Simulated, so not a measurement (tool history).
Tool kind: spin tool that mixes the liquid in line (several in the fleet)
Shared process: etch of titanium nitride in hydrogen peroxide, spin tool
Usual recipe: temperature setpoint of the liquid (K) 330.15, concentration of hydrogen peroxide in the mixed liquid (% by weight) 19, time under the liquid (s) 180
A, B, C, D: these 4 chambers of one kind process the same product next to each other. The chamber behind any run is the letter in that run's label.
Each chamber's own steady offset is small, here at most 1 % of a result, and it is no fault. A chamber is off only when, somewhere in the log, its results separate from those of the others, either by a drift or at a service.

run	hour	temperature setpoint of the liquid (K)	concentration of hydrogen peroxide in the mixed liquid (% by weight)	time under the liquid (s)	read-back film thickness of the titanium nitride reference wafer, read on the same gauge (nm)	thickness taken off the titanium nitride on a monitor wafer (nm)
# hour 3.3: chamber C: new drum of peroxide connected
1C	6.5	330.15	19	180	149.97	11.344
2A	19.9	330.15	19	180	150	11.335
3B	32.5	330.15	19	180	150.02	11.367
# hour 35: chamber A: new drum of peroxide connected
4D	40.1	330.15	19	180	149.98	10.99
5A	51.2	320.15	19	125	149.96	3.8537
6B	58.1	320.15	19	125	150.01	3.7761
7C	72.4	320.15	19	125	150	3.8077
8D	83.7	320.15	19	125	150.01	3.8683
9A	93.8	330.15	19	180	150.02	11.546
10D	100.5	330.15	16	125	150.06	7.4899
# hour 104.2: chamber B: thermometer replaced
11B	114.9	330.15	16	125	150.01	7.4112
12C	125.8	330.15	16	125	150.03	7.5804
13D	133.5	330.15	16	125	150	7.6824
14B	144.8	338.65	19	90	149.96	10.02
15A	155.4	338.65	19	90	150.03	10.196
16C	162.7	338.65	19	90	150.04	10.048
17C	171.8	338.65	19	90	149.96	9.7262
18D	182.1	330.15	19	180	150	11.753
19B	196.5	330.15	19	180	150.05	11.256
20A	209.5	330.15	19	180	149.98	11.384
21B	220.9	330.15	19	180	150.01	11.403
22C	235.3	330.15	19	180	150.02	11.321
23A	244.2	330.15	19	180	150.01	11.329
24D	252.6	324.65	16	180	150.05	8.0815

One chamber off, gauge drift, or nothing amiss beyond the chambers' own small offsets? If it is a chamber, which one, and what is the likeliest cause?

One chamber, D, drifts off from the rest bit by bit.
Likeliest cause: liquid hotter than its thermometer reads (K) = 1.37.

Here are 4 candidates for chamber D's next run, each the usual settings with a change, their results left as question marks. Which one brings its results back in line with what the others give on the usual settings?
In-line tolerance around the mean of the other chambers on the usual settings: thickness taken off the titanium nitride on a monitor wafer (nm) 0.3
25D-1	263.5	329.65	19	180		?
25D-2	263.5	330.15	19	195		?
25D-3	263.5	330.15	12.5	180		?
25D-4	263.5	330.65	19	180		?

Mean of the other chambers on the usual settings: thickness taken off the titanium nitride on a monitor wafer (nm) 11.274
run	thickness taken off the titanium nitride on a monitor wafer (nm)
25D-1	11.898
25D-2	13.331
25D-3	11.263
25D-4	12.734
With 25D-3, the chamber falls back in line with the rest.

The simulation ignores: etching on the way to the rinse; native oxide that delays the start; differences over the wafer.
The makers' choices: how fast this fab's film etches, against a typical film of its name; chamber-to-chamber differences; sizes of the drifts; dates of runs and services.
